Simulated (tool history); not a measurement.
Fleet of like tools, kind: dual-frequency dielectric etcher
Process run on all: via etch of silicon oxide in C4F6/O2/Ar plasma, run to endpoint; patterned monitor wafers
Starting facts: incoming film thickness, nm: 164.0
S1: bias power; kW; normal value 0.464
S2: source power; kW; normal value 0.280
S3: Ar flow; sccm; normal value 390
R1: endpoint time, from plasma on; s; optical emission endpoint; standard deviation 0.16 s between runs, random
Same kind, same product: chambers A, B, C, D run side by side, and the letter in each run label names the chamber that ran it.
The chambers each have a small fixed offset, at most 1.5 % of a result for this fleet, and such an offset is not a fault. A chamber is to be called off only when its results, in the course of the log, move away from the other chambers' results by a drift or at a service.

run   hour     S1     S2   S3      R1
 1A   10.2  0.464  0.280  390  44.400
 2B   24.5  0.464  0.280  390  43.657
 3D   31.7  0.464  0.280  390  43.907
 4C   46.5  0.464  0.280  390  43.888
 5C   58.2  0.464  0.280  301  42.557
 6B   66.1  0.464  0.280  301  42.184
 7D   79.8  0.464  0.280  301  42.678
 8A   88.4  0.464  0.280  301  42.780
      88.8  -- chamber B: wet clean of the chamber
 9B   97.8  0.464  0.280  390  43.542
10C  107.0  0.464  0.280  390  43.803
11A  116.4  0.464  0.280  390  44.259
12D  127.9  0.464  0.280  390  43.844
13B  140.6  0.464  0.280  390  43.641
     142.5  -- chamber C: wet clean of the chamber
14C  153.8  0.464  0.280  390  43.837
15D  162.4  0.464  0.280  390  43.467
16A  170.2  0.464  0.280  390  43.941
17A  184.8  0.464  0.280  390  44.176
18B  193.0  0.464  0.280  390  43.869
     196.4  -- chamber D: source power generator calibrated
19C  201.3  0.464  0.280  390  43.753
20D  211.4  0.464  0.280  390  43.179
21B  222.2  0.464  0.280  390  43.421
22D  236.5  0.464  0.280  390  43.295
23A  247.5  0.464  0.280  390  44.272
24C  256.2  0.464  0.280  390  43.865
25C  265.3  0.464  0.280  390  43.901
26D  273.4  0.464  0.280  390  43.207
27A  285.0  0.464  0.280  390  44.214
28B  299.5  0.464  0.280  390  43.380
     299.6  -- chamber A: wet clean of the chamber
29A  313.8  0.429  0.310  390  43.754
30D  323.1  0.429  0.310  390  42.543
31C  333.2  0.429  0.310  390  43.647
32B  341.9  0.429  0.310  390  42.966

All chambers now run identical settings, listed one chamber a line with results as question marks. What results will each chamber show?
33A  352.7  0.464  0.280  390   ?
33B  352.7  0.464  0.280  390   ?
33C  352.7  0.464  0.280  390   ?
33D  352.7  0.464  0.280  390   ?

run      R1
33A  44.031
33B  43.725
33C  43.736
33D  42.651
